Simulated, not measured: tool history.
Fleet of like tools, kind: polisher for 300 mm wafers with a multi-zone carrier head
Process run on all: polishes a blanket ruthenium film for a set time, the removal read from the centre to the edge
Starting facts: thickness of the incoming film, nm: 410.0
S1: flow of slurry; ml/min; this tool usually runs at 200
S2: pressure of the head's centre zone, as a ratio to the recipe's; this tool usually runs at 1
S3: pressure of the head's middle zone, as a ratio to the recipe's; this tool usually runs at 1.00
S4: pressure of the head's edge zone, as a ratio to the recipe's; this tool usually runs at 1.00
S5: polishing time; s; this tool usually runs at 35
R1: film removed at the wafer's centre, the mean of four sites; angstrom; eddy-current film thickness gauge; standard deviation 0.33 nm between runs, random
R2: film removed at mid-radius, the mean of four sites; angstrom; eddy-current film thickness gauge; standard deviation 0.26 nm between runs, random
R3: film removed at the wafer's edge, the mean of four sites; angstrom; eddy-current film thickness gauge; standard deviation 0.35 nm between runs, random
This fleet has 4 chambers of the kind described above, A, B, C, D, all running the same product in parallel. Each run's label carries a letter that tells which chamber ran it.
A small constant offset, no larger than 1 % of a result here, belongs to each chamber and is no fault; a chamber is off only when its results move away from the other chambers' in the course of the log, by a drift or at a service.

run,hour,S1,S2,S3,S4,S5,R1,R2,R3
1A,7.6,200,1,1.00,1.00,35,275.41,273.95,278.31
2C,12.4,200,1,1.00,1.00,35,280.15,272.28,274.09
3D,18.8,200,1,1.00,1.00,35,278.91,275.37,278.67
4B,24.8,200,1,1.00,1.00,35,283.15,277.13,272.94
5D,30.5,200,1,1.00,1.00,35,278.08,273.83,275.89
# hour 34.7: chamber D: worn pad replaced by a new one
6B,36.0,200,1,1.00,1.00,35,278.02,275.77,270.23
7A,41.6,160,1,1.00,1.00,35,265.82,265.06,268.64
# hour 46.1: chamber B: worn pad replaced by a new one
8C,49.5,160,1,1.00,1.00,35,268.55,263.59,263.33
9B,54.5,160,1,1.00,1.00,35,263.30,268.83,273.36
10A,59.9,160,1,1.00,1.00,35,259.37,265.58,269.51
# hour 64.8: chamber A: worn pad replaced by a new one
11D,67.0,200,1,1.00,0.93,35,276.64,276.98,273.46
12C,75.9,200,1,1.00,0.93,35,270.34,267.23,260.78
13C,80.3,200,1,1.00,0.93,35,264.32,264.73,256.96
14A,85.7,200,1,1.00,0.93,35,274.01,274.24,264.43
15D,94.4,200,1,1.00,1.00,35,275.94,276.12,267.98
16B,101.0,200,1,1.00,1.00,35,276.34,277.97,271.67
17B,107.6,265,1,0.93,1.00,35,288.83,267.61,281.72
# hour 109.8: chamber B: worn pad replaced by a new one
18C,111.8,265,1,0.93,1.00,35,273.06,256.74,267.74
# hour 114.3: chamber D: worn pad replaced by a new one
# hour 117.4: chamber C: slurry nozzle cleaned
# hour 119.8: chamber D: slurry nozzle cleaned
19A,120.4,265,1,0.93,1.00,35,278.61,264.97,279.14
20D,127.2,265,1,0.93,1.00,35,282.18,266.49,281.35
21D,134.9,200,1,1.00,1.00,35,282.94,272.89,272.25
# hour 141.0: chamber A: worn pad replaced by a new one
22A,143.2,200,1,1.00,1.00,35,271.41,270.04,278.84
# hour 144.7: chamber C: centre zone pressure recalibrated
23B,150.9,200,1,1.00,1.00,35,273.25,274.37,276.58
24C,156.7,200,1,1.00,1.00,35,248.48,242.90,250.45
25A,162.6,200,1,1.00,1.00,35,272.39,272.18,274.66

Decide between three cases: one chamber stands off from its peers, the gauge reading all wafers drifts, or nothing is wrong past each chamber's small offset. Where a chamber is off, say which and what most likely put it there.

One chamber, C, drifts off from the rest bit by bit.
Likeliest cause: removal rate lost through wear of the pad, % = 11.6.

Here are 4 candidates for chamber C's next run, each the usual settings with a change, their results left as question marks. Which one brings its results back in line with what the others give on the usual settings?
A result is in line if it is within this distance of the other chambers' mean on the usual settings: R1 11.00 angstrom; R2 9.10 angstrom; R3 12.00 angstrom
26C-1,169.0,205,1,1.00,1.00,39,?,?,?
26C-2,169.0,200,1,1.00,1.00,33,?,?,?
26C-3,169.0,200,1,1.00,1.00,37,?,?,?
26C-4,169.0,195,1,1.00,1.00,31,?,?,?

The mean the other chambers reach with the usual settings: R1 275.15 angstrom; R2 275.00 angstrom; R3 274.84 angstrom
run,R1,R2,R3
26C-1,272.21,272.39,274.06
26C-2,229.44,229.69,231.30
26C-3,257.26,257.53,259.34
26C-4,214.66,214.99,216.71
The right change is 26C-1: it brings the chamber back within the allowed miss of the others.
